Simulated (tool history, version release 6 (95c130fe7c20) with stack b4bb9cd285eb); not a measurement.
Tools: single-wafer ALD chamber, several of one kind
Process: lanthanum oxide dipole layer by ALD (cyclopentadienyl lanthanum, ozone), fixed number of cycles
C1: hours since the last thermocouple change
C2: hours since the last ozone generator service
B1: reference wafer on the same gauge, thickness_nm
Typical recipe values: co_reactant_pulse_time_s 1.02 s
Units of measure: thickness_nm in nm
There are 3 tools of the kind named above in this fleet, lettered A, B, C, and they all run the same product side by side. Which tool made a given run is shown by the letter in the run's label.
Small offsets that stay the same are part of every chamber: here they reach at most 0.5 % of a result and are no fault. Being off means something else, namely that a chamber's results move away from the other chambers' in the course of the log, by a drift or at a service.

Run 1C, hour 3.5: usual settings; C1 932.3; C2 195.3; B1 0.54827. Result: thickness_nm 0.5036 nm.
Run 2B, hour 8.2: usual settings; C1 1570.2; C2 350.9; B1 0.54928. Result: thickness_nm 0.49767 nm.
Run 3A, hour 11.8: usual settings; C1 1141.2; C2 72; B1 0.54951. Result: thickness_nm 0.50668 nm.
Run 4B, hour 15: usual settings; C1 1577; C2 357.7; B1 0.54911. Result: thickness_nm 0.49692 nm.
Run 5C, hour 21.2: usual settings; C1 950; C2 213; B1 0.54972. Result: thickness_nm 0.50684 nm.
Run 6A, hour 27.7: usual settings; C1 1157.1; C2 87.9; B1 0.54942. Result: thickness_nm 0.5031 nm.
Run 7A, hour 32.2: usual settings; C1 1161.6; C2 92.4; B1 0.54858. Result: thickness_nm 0.50162 nm.
Run 8B, hour 38.3: usual settings but co_reactant_pulse_time_s 1.34 s; C1 1600.3; C2 381; B1 0.54941. Result: thickness_nm 0.53485 nm.
Run 9C, hour 45: usual settings but co_reactant_pulse_time_s 1.34 s; C1 973.8; C2 236.8; B1 0.54949. Result: thickness_nm 0.53531 nm.
Run 10B, hour 48.9: usual settings but co_reactant_pulse_time_s 1.34 s; C1 1610.9; C2 391.6; B1 0.54887. Result: thickness_nm 0.53027 nm.
Run 11C, hour 55.2: usual settings; C1 984; C2 247; B1 0.54823. Result: thickness_nm 0.50676 nm.
Run 12A, hour 62: usual settings; C1 1191.4; C2 122.2; B1 0.54918. Result: thickness_nm 0.50377 nm.
Run 13C, hour 66.1: usual settings; C1 994.9; C2 257.9; B1 0.54917. Result: thickness_nm 0.50751 nm.
Run 14B, hour 69.4: usual settings; C1 1631.4; C2 412.1; B1 0.5491. Result: thickness_nm 0.49251 nm.
Run 15A, hour 76: usual settings; C1 1205.4; C2 136.2; B1 0.54862. Result: thickness_nm 0.4964 nm.
Run 16A, hour 82.8: usual settings but co_reactant_pulse_time_s 0.62 s; C1 1212.2; C2 143; B1 0.54857. Result: thickness_nm 0.41093 nm.
Run 17B, hour 87.1: usual settings but co_reactant_pulse_time_s 0.62 s; C1 1649.1; C2 429.8; B1 0.54891. Result: thickness_nm 0.39044 nm.
Run 18C, hour 91.4: usual settings but co_reactant_pulse_time_s 0.62 s; C1 1020.2; C2 283.2; B1 0.54892. Result: thickness_nm 0.41587 nm.
Run 19A, hour 94.6: usual settings; C1 1224; C2 154.8; B1 0.54919. Result: thickness_nm 0.50387 nm.
Run 20C, hour 97.8: usual settings but co_reactant_pulse_time_s 0.83 s; C1 1026.6; C2 289.6; B1 0.54922. Result: thickness_nm 0.47075 nm.
Run 21B, hour 101.3: usual settings but co_reactant_pulse_time_s 0.83 s; C1 1663.3; C2 444; B1 0.54835. Result: thickness_nm 0.44989 nm.
Run 22A, hour 106.2: usual settings but co_reactant_pulse_time_s 0.83 s; C1 1235.6; C2 166.4; B1 0.54875. Result: thickness_nm 0.46784 nm.
Run 23C, hour 109.9: usual settings; C1 1038.7; C2 301.7; B1 0.54901. Result: thickness_nm 0.50409 nm.
Run 24B, hour 115.2: usual settings but co_reactant_pulse_time_s 0.82 s; C1 1677.2; C2 457.9; B1 0.54958. Result: thickness_nm 0.44273 nm.
Run 25A, hour 120.2: usual settings but co_reactant_pulse_time_s 0.82 s; C1 1249.6; C2 180.4; B1 0.54901. Result: thickness_nm 0.46162 nm.
Run 26C, hour 125.6: usual settings but co_reactant_pulse_time_s 0.82 s; C1 1054.4; C2 317.4; B1 0.54845. Result: thickness_nm 0.46461 nm.
Run 27B, hour 132.3: usual settings; C1 1694.3; C2 475; B1 0.54906. Result: thickness_nm 0.47986 nm.
Run 28A, hour 138.8: usual settings; C1 1268.2; C2 199; B1 0.54826. Result: thickness_nm 0.49887 nm.
Run 29B, hour 143.3: usual settings but co_reactant_pulse_time_s 1.15 s; C1 1705.3; C2 486; B1 0.54905. Result: thickness_nm 0.49742 nm.
Run 30C, hour 150.4: usual settings but co_reactant_pulse_time_s 1.15 s; C1 1079.2; C2 342.2; B1 0.54954. Result: thickness_nm 0.52201 nm.
Run 31C, hour 156.2: usual settings but co_reactant_pulse_time_s 1.15 s; C1 1085; C2 348; B1 0.54885. Result: thickness_nm 0.52262 nm.
Run 32B, hour 160: usual settings; C1 1722; C2 502.7; B1 0.55015. Result: thickness_nm 0.46968 nm.
Run 33A, hour 164.4: usual settings; C1 1293.8; C2 224.6; B1 0.54885. Result: thickness_nm 0.5039 nm.

Has any chamber moved away from the others, gradually or after a service, or does the common gauge drift, or do the chambers differ only by their own small steady offsets? State the chamber and the most likely cause if one applies.

Chamber B drifts away from the others.
Likeliest cause: ozone dose below that of a generator just serviced (%) = 18.4.

Below are 4 candidate recipes for chamber B's next run, each the usual settings with a change, their results shown as question marks. Which of them brings B's results back in line with what the other chambers give on the usual settings?
In line here means within this much of the mean the other chambers give on the usual settings: thickness_nm 0.0094 nm
Run 34B-1, hour 169.5: usual settings but co_reactant_pulse_time_s 1.13 s. Result: thickness_nm ?.
Run 34B-2, hour 169.5: usual settings but co_reactant_pulse_time_s 0.84 s. Result: thickness_nm ?.
Run 34B-3, hour 169.5: usual settings but co_reactant_pulse_time_s 1.26 s. Result: thickness_nm ?.
Run 34B-4, hour 169.5: usual settings but co_reactant_pulse_time_s 0.91 s. Result: thickness_nm ?.

The mean the other chambers reach with the usual settings: thickness_nm 0.50419 nm
  run  thickness_nm
34B-1       0.48554
34B-2       0.43075
34B-3       0.50287
34B-4       0.44642
It is 34B-3 that realigns the chamber with its peers.
